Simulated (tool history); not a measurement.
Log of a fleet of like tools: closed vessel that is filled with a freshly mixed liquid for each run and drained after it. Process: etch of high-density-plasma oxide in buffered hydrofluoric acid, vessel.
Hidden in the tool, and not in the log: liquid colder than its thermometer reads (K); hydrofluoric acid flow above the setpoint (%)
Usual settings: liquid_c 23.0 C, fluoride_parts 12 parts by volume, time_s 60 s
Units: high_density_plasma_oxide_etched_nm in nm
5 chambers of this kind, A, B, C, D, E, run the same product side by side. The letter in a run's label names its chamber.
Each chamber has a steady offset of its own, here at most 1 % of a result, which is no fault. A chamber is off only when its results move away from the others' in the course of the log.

| run | hour | liquid_c | fluoride_parts | time_s | hours since the thermometer was replaced | hours since the hydrofluoric acid flow meter was replaced | read-back film thickness of the high-density-plasma oxide reference wafer, read on the same gauge (nm) | high_density_plasma_oxide_etched_nm |
|---|---|---|---|---|---|---|---|---|
|  | 9.4 | chamber B: thermometer replaced |
| 1D | 10.5 | 23.0 | 12 | 60 | 67.7 | 406.0 | 79.990 | 96.347 |
| 2E | 21.0 | 23.0 | 12 | 60 | 1541.8 | 49.9 | 80.001 | 96.115 |
| 3A | 33.1 | 23.0 | 12 | 60 | 125.2 | 674.5 | 79.994 | 96.249 |
| 4B | 41.9 | 23.0 | 12 | 60 | 32.5 | 168.1 | 79.985 | 96.295 |
| 5C | 52.4 | 23.0 | 12 | 60 | 206.4 | 410.1 | 80.023 | 96.591 |
| 6D | 61.1 | 23.0 | 12 | 60 | 118.3 | 456.6 | 79.990 | 96.535 |
| 7B | 73.6 | 23.0 | 12 | 60 | 64.2 | 199.8 | 80.023 | 96.510 |
| 8A | 79.2 | 23.0 | 12 | 60 | 171.3 | 720.6 | 80.022 | 96.382 |
|  | 80.6 | chamber D: hydrofluoric acid flow meter replaced |
| 9C | 89.5 | 23.0 | 12 | 60 | 243.5 | 447.2 | 80.012 | 95.942 |
| 10E | 96.8 | 23.0 | 12 | 60 | 1617.6 | 125.7 | 80.032 | 94.788 |
| 11C | 106.6 | 23.0 | 12 | 60 | 260.6 | 464.3 | 79.988 | 97.191 |
| 12D | 118.4 | 23.0 | 12 | 60 | 175.6 | 37.8 | 79.990 | 96.240 |
| 13B | 126.4 | 23.0 | 12 | 60 | 117.0 | 252.6 | 80.036 | 95.977 |
| 14E | 131.9 | 23.0 | 12 | 60 | 1652.7 | 160.8 | 79.992 | 93.536 |
| 15A | 139.2 | 23.0 | 12 | 60 | 231.3 | 780.6 | 80.016 | 96.488 |
| 16D | 145.3 | 23.0 | 12 | 60 | 202.5 | 64.7 | 79.992 | 97.080 |
| 17E | 154.3 | 23.0 | 12 | 60 | 1675.1 | 183.2 | 79.983 | 93.123 |
| 18B | 159.9 | 23.0 | 12 | 60 | 150.5 | 286.1 | 80.009 | 96.217 |
| 19C | 169.2 | 23.0 | 12 | 75 | 323.2 | 526.9 | 79.986 | 120.950 |
| 20A | 176.2 | 23.0 | 12 | 75 | 268.3 | 817.6 | 79.995 | 120.650 |
| 21A | 188.2 | 23.0 | 12 | 75 | 280.3 | 829.6 | 79.987 | 119.100 |
| 22B | 198.9 | 23.0 | 12 | 75 | 189.5 | 325.1 | 79.977 | 120.010 |
| 23D | 208.0 | 23.0 | 12 | 75 | 265.2 | 127.4 | 80.015 | 120.700 |
| 24E | 214.8 | 23.0 | 12 | 60 | 1735.6 | 243.7 | 80.004 | 90.246 |
| 25C | 227.1 | 23.0 | 12 | 60 | 381.1 | 584.8 | 80.005 | 95.870 |
| 26A | 237.1 | 27.0 | 9 | 60 | 329.2 | 878.5 | 79.998 | 153.960 |
| 27C | 243.3 | 27.0 | 9 | 60 | 397.3 | 601.0 | 80.005 | 152.310 |
| 28B | 250.4 | 27.0 | 9 | 60 | 241.0 | 376.6 | 79.964 | 153.510 |
| 29E | 256.6 | 27.0 | 9 | 60 | 1777.4 | 285.5 | 79.970 | 145.140 |
| 30D | 262.7 | 27.0 | 9 | 60 | 319.9 | 182.1 | 79.997 | 152.990 |
| 31D | 274.0 | 23.0 | 12 | 60 | 331.2 | 193.4 | 79.998 | 96.571 |
| 32B | 286.0 | 23.0 | 12 | 60 | 276.6 | 412.2 | 80.006 | 95.908 |
| 33A | 294.2 | 23.0 | 12 | 60 | 386.3 | 935.6 | 80.009 | 96.009 |

Is one chamber off against the others, does the gauge drift, or is nothing wrong? If a chamber is off, say which, and what the likeliest cause is.

Chamber E drifts away from the others.
Cause: liquid colder than its thermometer reads (K) = 1.34.
The log may not tell that from: hydrofluoric acid flow below the setpoint (%).

Here are 4 candidates for chamber E's next run, each the usual settings with a change, their results left as question marks. Which one brings its results back in line with what the others give on the usual settings?
In line means no further than this from the other chambers' mean on the usual settings: high_density_plasma_oxide_etched_nm 2.000 nm
| 34E-1 | 303.1 | 23.5 | 11.5 | 65 |  |  |  | ? |
| 34E-2 | 303.1 | 23.0 | 12.0 | 65 |  |  |  | ? |
| 34E-3 | 303.1 | 23.0 | 12.0 | 55 |  |  |  | ? |
| 34E-4 | 303.1 | 22.5 | 12.5 | 55 |  |  |  | ? |

The other chambers' mean on the usual settings: high_density_plasma_oxide_etched_nm 96.348 nm
| run | high_density_plasma_oxide_etched_nm |
|---|---|
| 34E-1 | 102.730 |
| 34E-2 | 95.850 |
| 34E-3 | 81.104 |
| 34E-4 | 75.791 |
34E-2 brings the chamber back in line.
